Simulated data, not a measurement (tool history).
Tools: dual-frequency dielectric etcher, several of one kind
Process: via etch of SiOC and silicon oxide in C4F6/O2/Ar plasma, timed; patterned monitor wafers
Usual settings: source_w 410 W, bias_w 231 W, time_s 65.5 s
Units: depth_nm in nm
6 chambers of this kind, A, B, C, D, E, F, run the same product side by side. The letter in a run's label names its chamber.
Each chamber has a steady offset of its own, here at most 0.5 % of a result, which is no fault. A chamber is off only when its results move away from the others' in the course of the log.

run	hour	source_w	bias_w	time_s	read-back reference wafer on the same gauge, depth_nm	depth_nm
1A	3.6	410	231	65.5	65.976	81.107
2F	8.1	410	231	65.5	65.939	81.539
3E	12.6	410	231	65.5	65.995	80.643
4B	16.0	410	231	65.5	66.004	80.751
5C	20.5	410	231	65.5	66.039	81.397
6D	24.7	410	231	65.5	65.969	80.890
7C	29.9	410	231	65.5	66.020	81.591
8A	35.1	490	196	65.5	65.948	81.701
# hour 37.0: chamber B: bias power generator calibrated
9B	39.9	490	196	65.5	66.019	81.633
10E	44.0	490	196	65.5	65.932	83.075
# hour 48.6: chamber A: wet clean of the chamber
11F	48.7	490	196	65.5	65.958	82.522
12D	52.1	490	196	65.5	65.975	81.857
13C	55.5	490	196	65.5	65.990	82.543
14B	58.4	410	231	65.5	66.007	80.634
15E	62.0	410	231	65.5	66.002	81.380
16A	65.9	330	266	65.5	66.003	78.262
17D	70.7	330	266	65.5	65.969	78.635
18F	73.3	330	266	65.5	65.964	78.872
19C	76.6	330	266	65.5	65.989	78.878
20F	81.7	330	266	65.5	65.999	78.758
21D	84.7	330	266	65.5	65.969	78.563
22E	87.1	410	231	65.5	65.989	81.353
23B	91.5	410	231	65.5	66.012	80.991
24A	96.0	410	231	65.5	65.952	81.000
25D	99.6	410	231	65.5	66.012	81.273
26B	103.5	410	231	65.5	66.013	80.909
27E	107.9	410	231	65.5	66.003	81.717
28F	110.4	410	231	65.5	66.048	81.603
29C	114.4	410	231	65.5	65.952	80.972
30A	119.3	410	231	65.5	66.064	80.931
31C	124.0	410	231	65.5	66.064	81.782
32A	129.1	470	231	79.0	66.059	104.000
# hour 132.8: chamber F: wet clean of the chamber
33D	133.9	470	231	79.0	65.978	103.260
34B	138.7	470	231	79.0	66.013	101.960
35F	141.6	470	231	79.0	65.970	104.200
36E	144.7	470	231	79.0	66.037	103.150
37C	149.5	470	231	79.0	66.053	103.310

All 6 chambers run these settings next. Forecast each chamber's results:
38A	153.3	410	231	65.5		?
38B	153.3	410	231	65.5		?
38C	153.3	410	231	65.5		?
38D	153.3	410	231	65.5		?
38E	153.3	410	231	65.5		?
38F	153.3	410	231	65.5		?

run	depth_nm
38A	80.576
38B	81.045
38C	81.570
38D	81.097
38E	80.937
38F	80.958
